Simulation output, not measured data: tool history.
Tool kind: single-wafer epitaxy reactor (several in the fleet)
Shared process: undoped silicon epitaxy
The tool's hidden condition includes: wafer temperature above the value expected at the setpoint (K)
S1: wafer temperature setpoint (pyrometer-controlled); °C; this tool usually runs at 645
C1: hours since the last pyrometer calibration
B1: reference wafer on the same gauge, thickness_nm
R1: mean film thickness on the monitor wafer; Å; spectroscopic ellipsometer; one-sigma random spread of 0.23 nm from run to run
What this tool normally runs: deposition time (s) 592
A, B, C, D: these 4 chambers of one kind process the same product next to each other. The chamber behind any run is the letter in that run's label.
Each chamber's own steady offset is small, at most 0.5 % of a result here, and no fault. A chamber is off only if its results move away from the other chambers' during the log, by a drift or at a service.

Run 1D, hour 8.9: usual settings; C1 1170.8; B1 86.109. Result: R1 896.71 Å.
Run 2C, hour 24.7: usual settings; C1 1547.2; B1 86.113. Result: R1 891.2 Å.
Run 3B, hour 34: usual settings; C1 2056.7; B1 86.114. Result: R1 889.34 Å.
Run 4A, hour 46.2: usual settings; C1 1791.9; B1 86.065. Result: R1 893.08 Å.
Run 5A, hour 61.9: usual settings; C1 1807.6; B1 86.137. Result: R1 890.4 Å.
Run 6C, hour 70.5: usual settings; C1 1593; B1 86.167. Result: R1 891.99 Å.
Run 7D, hour 81.5: usual settings but deposition time (s) 686; C1 1243.4; B1 86.134. Result: R1 1033.3 Å.
Run 8B, hour 94.3: usual settings but deposition time (s) 686; C1 2117; B1 86.11. Result: R1 1031.3 Å.
Run 9B, hour 109.9: usual settings but deposition time (s) 686; C1 2132.6; B1 86.083. Result: R1 1028.3 Å.
Run 10C, hour 123.2: usual settings but deposition time (s) 686; C1 1645.7; B1 86.047. Result: R1 1030.1 Å.
Run 11A, hour 138.8: usual settings; C1 1884.5; B1 86.122. Result: R1 893.97 Å.
Run 12D, hour 146.4: usual settings; C1 1308.3; B1 86.079. Result: R1 894.6 Å.
Run 13C, hour 159.9: usual settings; C1 1682.4; B1 86.113. Result: R1 889.49 Å.
Run 14A, hour 168.5: usual settings; C1 1914.2; B1 86.054. Result: R1 889.91 Å.
Run 15D, hour 180.6: usual settings; C1 1342.5; B1 86.106. Result: R1 891.6 Å.
Run 16B, hour 190.1: usual settings; C1 2212.8; B1 86.125. Result: R1 893.61 Å.
At hour 197.4: chamber D: pyrometer calibrated.
Run 17C, hour 200.6: usual settings; C1 1723.1; B1 86.148. Result: R1 897.36 Å.
Run 18B, hour 210.3: usual settings; C1 2233; B1 86.051. Result: R1 889.45 Å.
Run 19A, hour 224.2: usual settings; C1 1969.9; B1 86.112. Result: R1 895.71 Å.
Run 20D, hour 234.7: usual settings; C1 37.4; B1 86.106. Result: R1 890.59 Å.
Run 21C, hour 248: usual settings; C1 1770.5; B1 86.121. Result: R1 891.03 Å.
Run 22B, hour 257.4: usual settings; C1 2280.1; B1 86.082. Result: R1 888.97 Å.
Run 23D, hour 265.3: usual settings; C1 68; B1 86.075. Result: R1 891.33 Å.
Run 24A, hour 279.5: usual settings; C1 2025.2; B1 86.11. Result: R1 891.92 Å.
Run 25C, hour 288.7: usual settings; C1 1811.2; B1 86.123. Result: R1 891.72 Å.
Run 26A, hour 297.7: usual settings; C1 2043.4; B1 86.091. Result: R1 892.57 Å.
Run 27D, hour 310.4: usual settings; C1 113.1; B1 86.039. Result: R1 893.41 Å.
Run 28B, hour 322.9: usual settings; C1 2345.6; B1 86.046. Result: R1 893.8 Å.
Run 29A, hour 338.7: usual settings but S1 632 °C, deposition time (s) 680; C1 2084.4; B1 86.169. Result: R1 767.51 Å.
Run 30C, hour 348.1: usual settings but S1 632 °C, deposition time (s) 680; C1 1870.6; B1 86.052. Result: R1 765.41 Å.
At hour 349.9: chamber C: pyrometer calibrated.
Run 31B, hour 357.4: usual settings but S1 632 °C, deposition time (s) 680; C1 2380.1; B1 86.073. Result: R1 767.52 Å.
Run 32D, hour 369.4: usual settings but S1 632 °C, deposition time (s) 680; C1 172.1; B1 86.122. Result: R1 769.24 Å.
Run 33C, hour 381.1: usual settings; C1 31.2; B1 86.126. Result: R1 889.86 Å.
Run 34D, hour 392.1: usual settings; C1 194.8; B1 86.103. Result: R1 895.42 Å.
Run 35A, hour 402.1: usual settings; C1 2147.8; B1 86.063. Result: R1 887.91 Å.
Run 36B, hour 409.2: usual settings; C1 2431.9; B1 86.15. Result: R1 888.88 Å.
Run 37D, hour 419: usual settings; C1 221.7; B1 86.065. Result: R1 890.91 Å.
Run 38A, hour 427.7: usual settings; C1 2173.4; B1 86.131. Result: R1 894.63 Å.
Run 39B, hour 436.9: usual settings; C1 2459.6; B1 86.068. Result: R1 890.86 Å.
Run 40C, hour 448.7: usual settings; C1 98.8; B1 86.102. Result: R1 889.42 Å.
Run 41D, hour 460.9: usual settings; C1 263.6; B1 86.096. Result: R1 892.53 Å.
Run 42B, hour 472.4: usual settings; C1 2495.1; B1 86.098. Result: R1 891.63 Å.
At hour 474.1: chamber A: pyrometer calibrated.
Run 43C, hour 479.5: usual settings; C1 129.6; B1 86.093. Result: R1 892.45 Å.
Run 44A, hour 491: usual settings; C1 17; B1 86.097. Result: R1 893.39 Å.

For the next run the whole fleet of 4 chambers uses the same settings. Give each chamber's results:
Run 45A, hour 502.4: usual settings. Result: R1 ?.
Run 45B, hour 502.4: usual settings. Result: R1 ?.
Run 45C, hour 502.4: usual settings. Result: R1 ?.
Run 45D, hour 502.4: usual settings. Result: R1 ?.

run      R1
45A  894.84
45B   888.8
45C  892.02
45D  891.17
